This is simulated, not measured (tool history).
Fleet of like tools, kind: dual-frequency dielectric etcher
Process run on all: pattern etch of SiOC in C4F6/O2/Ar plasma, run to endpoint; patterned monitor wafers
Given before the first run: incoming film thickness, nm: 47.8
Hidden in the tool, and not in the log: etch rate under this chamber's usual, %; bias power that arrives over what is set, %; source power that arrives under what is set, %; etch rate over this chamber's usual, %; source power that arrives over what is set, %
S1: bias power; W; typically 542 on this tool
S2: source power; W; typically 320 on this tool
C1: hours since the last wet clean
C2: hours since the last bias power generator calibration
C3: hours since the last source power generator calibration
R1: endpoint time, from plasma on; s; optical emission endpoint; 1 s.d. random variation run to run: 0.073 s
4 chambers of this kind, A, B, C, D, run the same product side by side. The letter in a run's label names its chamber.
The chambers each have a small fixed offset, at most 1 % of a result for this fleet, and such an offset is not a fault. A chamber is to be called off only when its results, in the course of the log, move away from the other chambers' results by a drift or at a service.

run,hour,S1,S2,C1,C2,C3,R1
1C,3.9,542,320,165.8,1483.8,1428.3,16.884
2B,12,542,320,43.7,493.1,1689.5,17.112
3A,17.5,542,320,281.1,1207.9,1968.3,16.89
4D,23.1,542,320,582.8,226.5,1169.2,16.861
5B,29,542,320,60.7,510.1,1706.5,17.093
6A,35.5,542,320,299.1,1225.9,1986.3,17.016
7D,39.3,542,320,599,242.7,1185.4,16.715
8C,47.3,542,350,209.2,1527.2,1471.7,16.439
# hour 50.3: chamber D: wet clean of the chamber
9A,51.8,542,350,315.4,1242.2,2002.6,16.44
10C,55.7,542,350,217.6,1535.6,1480.1,16.474
11D,60,542,350,9.7,263.4,1206.1,16.266
12B,65.6,542,320,97.3,546.7,1743.1,17.076
13A,71.7,542,320,335.3,1262.1,2022.5,16.991
14B,78.6,542,320,110.3,559.7,1756.1,16.932
15D,86.8,542,320,36.5,290.2,1232.9,16.828
16C,95.2,542,320,257.1,1575.1,1519.6,16.888
17B,102,542,360,133.7,583.1,1779.5,16.409
18C,109.3,542,360,271.2,1589.2,1533.7,16.142
19A,116.1,542,360,379.7,1306.5,2066.9,16.616
20D,120,542,360,69.7,323.4,1266.1,16.038
21A,124.8,542,320,388.4,1315.2,2075.6,17.327
22D,132.9,542,320,82.6,336.3,1279,16.879
23C,139.2,542,320,301.1,1619.1,1563.6,17.08
24B,143.3,542,320,175,624.4,1820.8,17.003
25D,148.3,542,320,98,351.7,1294.4,16.701
26A,153.7,542,320,417.3,1344.1,2104.5,17.48
27B,161.4,542,320,193.1,642.5,1838.9,17.015
28C,167.3,542,320,329.2,1647.2,1591.7,17.046

What goes on in this fleet: one chamber off, a drifting gauge, or nothing beyond the chambers' own small offsets? Name the chamber and the cause, if any.

One chamber, A, drifts off from the rest bit by bit.
Likeliest cause: etch rate under this chamber's usual, % = 3.66.

Chamber A could run next with any of the 4 candidate recipes listed below; each alters the usual settings, and their results appear as question marks. Which one brings its results back in line with what the other chambers deliver on the usual settings?
In line means no further than this from the other chambers' mean on the usual settings: R1 0.25 s
29A-1,173.6,647,320,,,,?
29A-2,173.6,447,320,,,,?
29A-3,173.6,542,350,,,,?
29A-4,173.6,542,290,,,,?

The mean the other chambers reach with the usual settings: R1 16.942 s
run,R1
29A-1,16.444
29A-2,18.943
29A-3,17.047
29A-4,18.25
29A-3 is the one that brings the chamber's results back in line with the other chambers.
